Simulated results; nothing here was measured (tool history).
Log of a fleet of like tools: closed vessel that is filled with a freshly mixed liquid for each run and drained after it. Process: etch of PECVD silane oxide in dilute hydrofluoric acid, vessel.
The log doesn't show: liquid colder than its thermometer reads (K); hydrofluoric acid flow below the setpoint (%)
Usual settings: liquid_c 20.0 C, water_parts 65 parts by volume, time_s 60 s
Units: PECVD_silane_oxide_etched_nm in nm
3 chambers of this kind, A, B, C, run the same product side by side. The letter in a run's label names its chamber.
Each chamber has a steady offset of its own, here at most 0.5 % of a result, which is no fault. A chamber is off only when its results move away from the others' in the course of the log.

run	hour	liquid_c	water_parts	time_s	hours since the thermometer was replaced	hours since the hydrofluoric acid flow meter was replaced	read-back film thickness of the PECVD silane oxide reference wafer, read on the same gauge (nm)	PECVD_silane_oxide_etched_nm
1C	3.2	20.0	65	60	298.4	404.1	119.99	13.5640
2A	8.4	20.0	65	60	723.5	1532.3	120.03	13.3390
3B	13.2	20.0	65	60	633.2	2014.5	119.99	13.5430
4A	18.2	20.0	65	60	733.3	1542.1	119.97	13.4700
5B	21.6	20.0	65	60	641.6	2022.9	120.00	13.4500
6C	26.1	20.0	65	60	321.3	427.0	119.96	13.6270
7B	32.0	20.0	65	60	652.0	2033.3	119.94	13.4980
8A	38.2	20.0	65	60	753.3	1562.1	120.01	13.5530
9C	41.2	20.0	65	60	336.4	442.1	119.99	13.5140
10B	46.0	20.0	65	60	666.0	2047.3	119.99	13.4480
11A	52.2	20.0	65	60	767.3	1576.1	120.02	13.4680
12C	55.9	23.0	65	60	351.1	456.8	119.99	15.0010
13C	61.0	23.0	65	60	356.2	461.9	120.03	14.9910
14B	65.4	23.0	65	60	685.4	2066.7	120.01	15.3590
15A	70.5	20.0	65	60	785.6	1594.4	120.02	13.3460
16C	76.2	20.0	65	60	371.4	477.1	119.99	13.2690
17B	81.1	20.0	65	60	701.1	2082.4	119.98	13.4980
18A	85.4	20.0	65	60	800.5	1609.3	119.97	13.3540
19C	89.2	20.0	65	60	384.4	490.1	120.03	13.3400
20A	92.3	20.0	65	60	807.4	1616.2	120.04	13.2770
21B	98.3	20.0	65	60	718.3	2099.6	119.99	13.5900
22C	103.6	20.0	65	60	398.8	504.5	119.98	13.1860
23B	109.6	20.0	65	60	729.6	2110.9	119.97	13.4390
24A	114.9	20.0	65	60	830.0	1638.8	120.03	13.5050
25A	119.3	20.0	65	60	834.4	1643.2	120.00	13.4520
26C	125.3	20.0	65	60	420.5	526.2	119.97	13.1260
27B	131.2	20.0	65	60	751.2	2132.5	119.99	13.5970
28A	134.7	20.0	65	60	849.8	1658.6	120.01	13.3640
29B	139.9	20.0	65	60	759.9	2141.2	119.99	13.4360
30C	146.4	20.0	65	60	441.6	547.3	119.99	12.9710
31C	149.3	20.0	75	60	444.5	550.2	119.97	11.0410
32B	154.8	20.0	75	60	774.8	2156.1	119.99	11.6020
33A	160.1	20.0	75	60	875.2	1684.0	120.03	11.4640
34B	165.1	20.0	65	90	785.1	2166.4	119.97	20.3270
# hour 170.4: chamber B: hydrofluoric acid flow meter replaced
35A	171.6	20.0	65	90	886.7	1695.5	119.97	20.1580
36C	175.7	20.0	65	90	470.9	576.6	119.96	19.0610
37A	179.2	20.0	65	60	894.3	1703.1	119.97	13.2430
38C	185.6	18.5	95	60	480.8	586.5	119.99	7.8546
39B	190.6	18.5	95	60	810.6	20.2	120.04	8.3998
40C	195.8	18.5	95	60	491.0	596.7	119.96	7.8750
41A	200.4	20.0	75	85	915.5	1724.3	120.02	16.1350
42B	204.9	20.0	75	85	824.9	34.5	120.01	16.2730
43B	208.2	20.0	75	85	828.2	37.8	120.03	16.5350
44C	211.5	20.0	65	60	506.7	612.4	119.99	12.6210

What goes on in this fleet: one chamber off, a drifting gauge, or nothing beyond the chambers' own small offsets? Name the chamber and the cause, if any.

Chamber C drifts away from the others.
Cause: liquid colder than its thermometer reads (K) = 1.79.
The log may not tell that from: hydrofluoric acid flow below the setpoint (%).

Here are 4 candidates for chamber C's next run, each the usual settings with a change, their results left as question marks. Which one brings its results back in line with what the others give on the usual settings?
In line means no further than this from the other chambers' mean on the usual settings: PECVD_silane_oxide_etched_nm 0.2800 nm
45C-1	216.3	20.5	65	60				?
45C-2	216.3	18.5	65	60				?
45C-3	216.3	21.5	65	60				?
45C-4	216.3	19.5	65	60				?

The other chambers' mean on the usual settings: PECVD_silane_oxide_etched_nm 13.4600 nm
run	PECVD_silane_oxide_etched_nm
45C-1	12.8220
45C-2	11.7790
45C-3	13.3700
45C-4	12.2910
45C-3 brings the chamber back in line.

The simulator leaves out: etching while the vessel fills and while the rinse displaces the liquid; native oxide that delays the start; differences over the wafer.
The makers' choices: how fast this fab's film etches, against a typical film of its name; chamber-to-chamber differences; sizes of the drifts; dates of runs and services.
